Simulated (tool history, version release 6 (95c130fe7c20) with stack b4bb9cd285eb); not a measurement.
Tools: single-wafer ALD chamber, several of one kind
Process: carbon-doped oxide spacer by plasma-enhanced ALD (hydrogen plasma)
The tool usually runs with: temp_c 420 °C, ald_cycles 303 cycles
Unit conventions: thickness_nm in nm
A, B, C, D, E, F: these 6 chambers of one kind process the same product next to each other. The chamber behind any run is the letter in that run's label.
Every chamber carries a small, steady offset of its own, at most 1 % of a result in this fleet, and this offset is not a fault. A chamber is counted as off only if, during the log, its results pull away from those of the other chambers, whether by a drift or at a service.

run	hour	temp_c	ald_cycles	hours since the last thermocouple change	read-back reference wafer on the same gauge, thickness_nm	thickness_nm
1C	5.8	420	303	360.6	11.506	14.297
2B	12.3	420	303	572.5	11.501	14.079
3A	20.7	420	303	2093.3	11.505	14.168
4F	29.8	420	303	2481	11.509	14.382
5D	37	420	303	483.8	11.504	14.281
6E	46.8	420	362	1815.7	11.511	16.972
# hour 48.9: chamber A: thermocouple changed; heater temperature recalibrated
7B	57.5	420	362	617.7	11.514	16.933
8A	62.7	420	362	13.9	11.512	16.958
9C	72.2	420	362	427	11.517	17.046
10F	81.3	420	362	2532.5	11.522	17.156
11E	89.4	420	362	1858.3	11.519	16.983
12D	95.9	420	303	542.7	11.515	14.256
13D	101.5	420	303	548.3	11.525	14.234
14A	110.6	420	303	61.8	11.525	14.2
15C	119	434	349	473.8	11.528	15.753
16E	125.9	434	349	1894.8	11.529	15.652
17F	131	434	349	2582.2	11.532	15.844
18B	138.9	434	349	699.1	11.531	15.61
19E	144.8	434	349	1913.7	11.529	15.682
20B	152.4	434	349	712.6	11.535	15.581
21C	163.1	420	303	517.9	11.535	14.318
22A	174	420	303	125.2	11.537	14.186
23F	179.5	420	303	2630.7	11.536	14.392
24D	184.3	420	249	631.1	11.538	11.722
25F	193.4	420	249	2644.6	11.543	11.838
26C	202	420	249	556.8	11.545	11.79
# hour 202.7: chamber E: thermocouple changed; heater temperature recalibrated
27E	208.2	420	249	5.5	11.553	11.701
28D	214.6	420	249	661.4	11.55	11.746
29A	223.2	420	249	174.4	11.549	11.662
30B	229.8	420	303	790	11.557	14.212
31A	236.3	420	303	187.5	11.555	14.234
32B	242.6	420	303	802.8	11.556	14.209
# hour 247.1: chamber F: thermocouple changed; heater temperature recalibrated
33E	248.5	420	303	45.8	11.552	14.295
34C	253.5	420	303	608.3	11.562	14.349
35D	263.5	420	303	710.3	11.56	14.364
36F	271.8	420	303	24.7	11.565	14.369
37C	281.1	420	303	635.9	11.561	14.337
38A	292.2	420	303	243.4	11.57	14.197
39E	301.2	420	303	98.5	11.568	14.242
40B	307.5	420	303	867.7	11.568	14.2
41D	315	420	303	761.8	11.567	14.319
42F	324.1	420	303	77	11.568	14.434
43B	332.3	420	303	892.5	11.578	14.27
44A	338.6	413	303	289.8	11.575	14.588

Next, all 6 chambers run the settings below, one line each with question marks for the results. What does each chamber give?
45A	346.5	420	303			?
45B	346.5	420	303			?
45C	346.5	420	303			?
45D	346.5	420	303			?
45E	346.5	420	303			?
45F	346.5	420	303			?

run	thickness_nm
45A	14.274
45B	14.217
45C	14.365
45D	14.332
45E	14.252
45F	14.432

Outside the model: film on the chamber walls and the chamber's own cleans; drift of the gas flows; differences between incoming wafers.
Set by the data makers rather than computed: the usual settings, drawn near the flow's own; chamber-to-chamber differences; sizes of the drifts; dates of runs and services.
